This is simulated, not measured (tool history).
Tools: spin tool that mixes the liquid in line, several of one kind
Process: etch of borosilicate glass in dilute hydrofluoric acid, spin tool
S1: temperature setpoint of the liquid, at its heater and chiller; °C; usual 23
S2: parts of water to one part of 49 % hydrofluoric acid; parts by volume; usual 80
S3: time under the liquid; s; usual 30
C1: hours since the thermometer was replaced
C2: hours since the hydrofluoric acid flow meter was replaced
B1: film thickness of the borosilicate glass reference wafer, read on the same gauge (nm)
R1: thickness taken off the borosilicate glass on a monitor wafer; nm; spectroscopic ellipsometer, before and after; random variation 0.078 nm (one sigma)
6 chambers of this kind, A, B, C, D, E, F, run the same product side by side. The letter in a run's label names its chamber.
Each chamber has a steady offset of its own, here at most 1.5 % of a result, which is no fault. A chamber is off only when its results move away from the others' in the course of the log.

run,hour,S1,S2,S3,C1,C2,B1,R1
1D,9.3,23,80,30,44.4,1276.1,89.98,13.276
2C,21.6,23,80,30,1909.4,74.9,90.008,13.656
3A,27.5,23,80,30,995.3,842.1,89.973,13.459
4E,34.5,23,80,30,47.9,49.6,89.964,13.477
5F,42,23,80,30,1069.4,1449.2,90.01,13.469
6B,51,23,80,30,686.3,211.8,89.994,13.323
7A,58.1,23,80,30,1025.9,872.7,89.973,13.49
8F,65.3,19,80,30,1092.7,1472.5,89.95,11.246
9C,75.8,19,80,30,1963.6,129.1,90.006,11.543
10D,84,19,80,30,119.1,1350.8,90.03,11.298
11B,92.3,19,80,30,727.6,253.1,90.035,11.366
12E,103.7,19,80,30,117.1,118.8,90.003,11.343
13B,113.8,19,80,30,749.1,274.6,89.985,11.36
14D,123.7,23,80,30,158.8,1390.5,90.032,13.428
15C,136.6,23,105,45,2024.4,189.9,90.021,15.062
16A,143.6,23,105,45,1111.4,958.2,90.026,15.106
17F,151.3,23,105,45,1178.7,1558.5,89.978,14.838
18E,159.5,23,105,45,172.9,174.6,90.012,15.012
19A,168.9,23,105,45,1136.7,983.5,89.969,15.262
20D,181.6,23,105,45,216.7,1448.4,90.066,14.781
21F,194.5,23,80,30,1221.9,1601.7,90.018,13.365
# hour 200.6: chamber C: thermometer replaced
22C,203.7,23,80,30,3.2,257,90.012,13.596
23E,214.1,23,80,30,227.5,229.2,90.017,13.482
24B,219.7,23,80,30,855,380.5,90.009,13.431
25F,227.9,23,80,30,1255.3,1635.1,90.053,13.399
26B,234.1,23,80,30,869.4,394.9,90.004,13.239
27E,241.3,25.5,80,15,254.7,256.4,90.025,7.4745
28A,251.5,25.5,80,15,1219.3,1066.1,89.952,7.6591
29D,261.4,25.5,80,15,296.5,1528.2,89.977,7.3163
30C,270.3,25.5,80,15,69.8,323.6,90.04,7.4436
31C,276.3,25.5,80,15,75.8,329.6,90,7.5171
32D,285.3,25.5,80,15,320.4,1552.1,90.001,7.384
33B,291.7,23,80,30,927,452.5,90.02,13.238
# hour 303.3: chamber C: hydrofluoric acid flow meter replaced
34E,304.2,25.5,80,20,317.6,319.3,89.992,9.9586
# hour 309.9: chamber B: hydrofluoric acid flow meter replaced
35A,312.9,25.5,80,20,1280.7,1127.5,89.982,10.342
36F,318.4,25.5,80,20,1345.8,1725.6,90.021,9.9428
37D,325.8,25.5,80,20,360.9,1592.6,90.018,9.7826
38B,335.8,25.5,80,20,971.1,25.9,90.011,9.8788
39E,347.5,25.5,80,20,360.9,362.6,89.99,9.9359
40C,357.3,23,80,30,156.8,54.1,89.993,13.508
41F,363.8,23,80,30,1391.2,1771,89.98,13.514
42A,369.7,23,80,30,1337.5,1184.3,90.01,14.142

Is one chamber off against the others, does the gauge drift, or is nothing wrong? If a chamber is off, say which, and what the likeliest cause is.

Chamber A drifts away from the others.
Cause: hydrofluoric acid flow above the setpoint (%) = 5.32.
The log may not tell that from: liquid hotter than its thermometer reads (K).

Here are 4 candidates for chamber A's next run, each the usual settings with a change, their results left as question marks. Which one brings its results back in line with what the others give on the usual settings?
In line means no further than this from the other chambers' mean on the usual settings: R1 0.27 nm
43A-1,378.9,23.5,80,30,,,,?
43A-2,378.9,23,85,30,,,,?
43A-3,378.9,22.5,80,30,,,,?
43A-4,378.9,24.5,80,30,,,,?

The other chambers' mean on the usual settings: R1 13.43 nm
run,R1
43A-1,14.533
43A-2,13.342
43A-3,13.965
43A-4,15.125
43A-2 brings the chamber back in line.

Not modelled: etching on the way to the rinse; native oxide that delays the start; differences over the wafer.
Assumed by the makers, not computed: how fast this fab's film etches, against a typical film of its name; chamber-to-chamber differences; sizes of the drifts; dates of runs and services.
